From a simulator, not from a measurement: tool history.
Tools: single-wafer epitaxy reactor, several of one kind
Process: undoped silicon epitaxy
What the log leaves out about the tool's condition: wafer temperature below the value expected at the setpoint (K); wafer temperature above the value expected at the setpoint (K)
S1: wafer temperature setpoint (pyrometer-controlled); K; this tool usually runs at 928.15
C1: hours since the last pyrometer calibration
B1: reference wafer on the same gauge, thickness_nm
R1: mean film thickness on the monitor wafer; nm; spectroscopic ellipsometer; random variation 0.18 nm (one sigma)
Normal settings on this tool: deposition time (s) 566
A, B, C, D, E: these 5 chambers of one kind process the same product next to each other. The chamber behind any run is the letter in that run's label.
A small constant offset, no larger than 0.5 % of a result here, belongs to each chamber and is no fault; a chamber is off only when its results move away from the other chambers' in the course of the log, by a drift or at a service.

{"run": "1B", "day": 0.488, "S1": 928.15, "deposition time (s)": 566, "C1": 676.1, "B1": 117.98, "R1": 106.27}
{"run": "2C", "day": 0.842, "S1": 928.15, "deposition time (s)": 566, "C1": 655.1, "B1": 117.94, "R1": 106.24}
{"run": "3D", "day": 1.171, "S1": 928.15, "deposition time (s)": 566, "C1": 1340.8, "B1": 117.95, "R1": 106.05}
{"run": "4A", "day": 1.462, "S1": 928.15, "deposition time (s)": 566, "C1": 611.4, "B1": 117.91, "R1": 105.66}
{"run": "5E", "day": 1.892, "S1": 928.15, "deposition time (s)": 566, "C1": 956.8, "B1": 117.86, "R1": 105.76}
{"run": "6C", "day": 2.358, "S1": 928.15, "deposition time (s)": 566, "C1": 691.5, "B1": 117.8, "R1": 106.5}
{"run": "7E", "day": 2.846, "S1": 928.15, "deposition time (s)": 566, "C1": 979.7, "B1": 117.79, "R1": 105.57}
{"run": "8A", "day": 3.1, "S1": 928.15, "deposition time (s)": 566, "C1": 650.7, "B1": 117.86, "R1": 105.54}
{"run": "9D", "day": 3.554, "S1": 928.15, "deposition time (s)": 566, "C1": 1398.0, "B1": 117.8, "R1": 106.06}
{"run": "10B", "day": 3.917, "S1": 938.15, "deposition time (s)": 566, "C1": 758.4, "B1": 117.79, "R1": 131.43}
{"run": "11D", "day": 4.321, "S1": 938.15, "deposition time (s)": 566, "C1": 1416.4, "B1": 117.76, "R1": 131.31}
{"run": "12E", "day": 4.654, "S1": 938.15, "deposition time (s)": 566, "C1": 1023.1, "B1": 117.74, "R1": 130.42}
{"run": "13B", "day": 5.062, "S1": 938.15, "deposition time (s)": 566, "C1": 785.9, "B1": 117.75, "R1": 132.09}
{"run": "14A", "day": 5.338, "S1": 938.15, "deposition time (s)": 566, "C1": 704.4, "B1": 117.68, "R1": 130.41}
{"run": "15C", "day": 5.762, "S1": 928.15, "deposition time (s)": 566, "C1": 773.2, "B1": 117.7, "R1": 106.06}
{"run": "16B", "day": 6.288, "S1": 928.15, "deposition time (s)": 464, "C1": 815.3, "B1": 117.66, "R1": 86.801}
{"run": "17A", "day": 6.558, "S1": 928.15, "deposition time (s)": 464, "C1": 733.7, "B1": 117.6, "R1": 86.47}
{"run": "18D", "day": 6.942, "S1": 928.15, "deposition time (s)": 464, "C1": 1479.3, "B1": 117.52, "R1": 86.539}
{"run": "19E", "day": 7.275, "S1": 928.15, "deposition time (s)": 464, "C1": 1086.0, "B1": 117.61, "R1": 86.235}
{"run": "20C", "day": 7.658, "S1": 928.15, "deposition time (s)": 464, "C1": 818.7, "B1": 117.59, "R1": 86.853}
{"run": "21A", "day": 7.912, "S1": 928.15, "deposition time (s)": 566, "C1": 766.2, "B1": 117.56, "R1": 105.31}
{"run": "22C", "day": 8.2, "S1": 928.15, "deposition time (s)": 615, "C1": 831.7, "B1": 117.53, "R1": 115.19}
{"run": "23D", "day": 8.721, "S1": 928.15, "deposition time (s)": 615, "C1": 1522.0, "B1": 117.53, "R1": 114.59}
{"run": "24B", "day": 9.154, "S1": 928.15, "deposition time (s)": 615, "C1": 884.1, "B1": 117.49, "R1": 115.03}
{"run": "25E", "day": 9.546, "S1": 928.15, "deposition time (s)": 615, "C1": 1140.5, "B1": 117.42, "R1": 114.02}
{"run": "26D", "day": 10.017, "S1": 928.15, "deposition time (s)": 615, "C1": 1553.1, "B1": 117.4, "R1": 114.89}
{"run": "27E", "day": 10.342, "S1": 942.15, "deposition time (s)": 566, "C1": 1159.6, "B1": 117.4, "R1": 141.29}
{"run": "28B", "day": 10.592, "S1": 942.15, "deposition time (s)": 566, "C1": 918.6, "B1": 117.43, "R1": 143.48}
{"run": "29C", "day": 11.017, "S1": 942.15, "deposition time (s)": 566, "C1": 899.3, "B1": 117.38, "R1": 142.5}
{"run": "30A", "day": 11.321, "S1": 942.15, "deposition time (s)": 566, "C1": 848.0, "B1": 117.36, "R1": 141.38}
{"run": "31E", "day": 11.646, "S1": 942.15, "deposition time (s)": 566, "C1": 1190.9, "B1": 117.32, "R1": 141.03}
{"run": "32D", "day": 12.117, "S1": 939.15, "deposition time (s)": 566, "C1": 1603.5, "B1": 117.32, "R1": 133.59}
{"run": "33C", "day": 12.458, "S1": 939.15, "deposition time (s)": 566, "C1": 933.9, "B1": 117.25, "R1": 133.91}
{"run": "34A", "day": 12.717, "S1": 939.15, "deposition time (s)": 566, "C1": 881.5, "B1": 117.26, "R1": 132.85}
{"run": "35B", "day": 13.225, "S1": 939.15, "deposition time (s)": 566, "C1": 981.8, "B1": 117.26, "R1": 134.2}
{"run": "36A", "day": 13.688, "S1": 939.15, "deposition time (s)": 566, "C1": 904.8, "B1": 117.2, "R1": 132.39}

Predict what each chamber gives when all 5 of them run the settings below next.
{"run": "37A", "day": 14.088, "S1": 928.15, "deposition time (s)": 610, "R1": "?"}
{"run": "37B", "day": 14.088, "S1": 928.15, "deposition time (s)": 610, "R1": "?"}
{"run": "37C", "day": 14.088, "S1": 928.15, "deposition time (s)": 610, "R1": "?"}
{"run": "37D", "day": 14.088, "S1": 928.15, "deposition time (s)": 610, "R1": "?"}
{"run": "37E", "day": 14.088, "S1": 928.15, "deposition time (s)": 610, "R1": "?"}

run=37A R1=112.680
run=37B R1=114.000
run=37C R1=113.410
run=37D R1=113.840
run=37E R1=113.220

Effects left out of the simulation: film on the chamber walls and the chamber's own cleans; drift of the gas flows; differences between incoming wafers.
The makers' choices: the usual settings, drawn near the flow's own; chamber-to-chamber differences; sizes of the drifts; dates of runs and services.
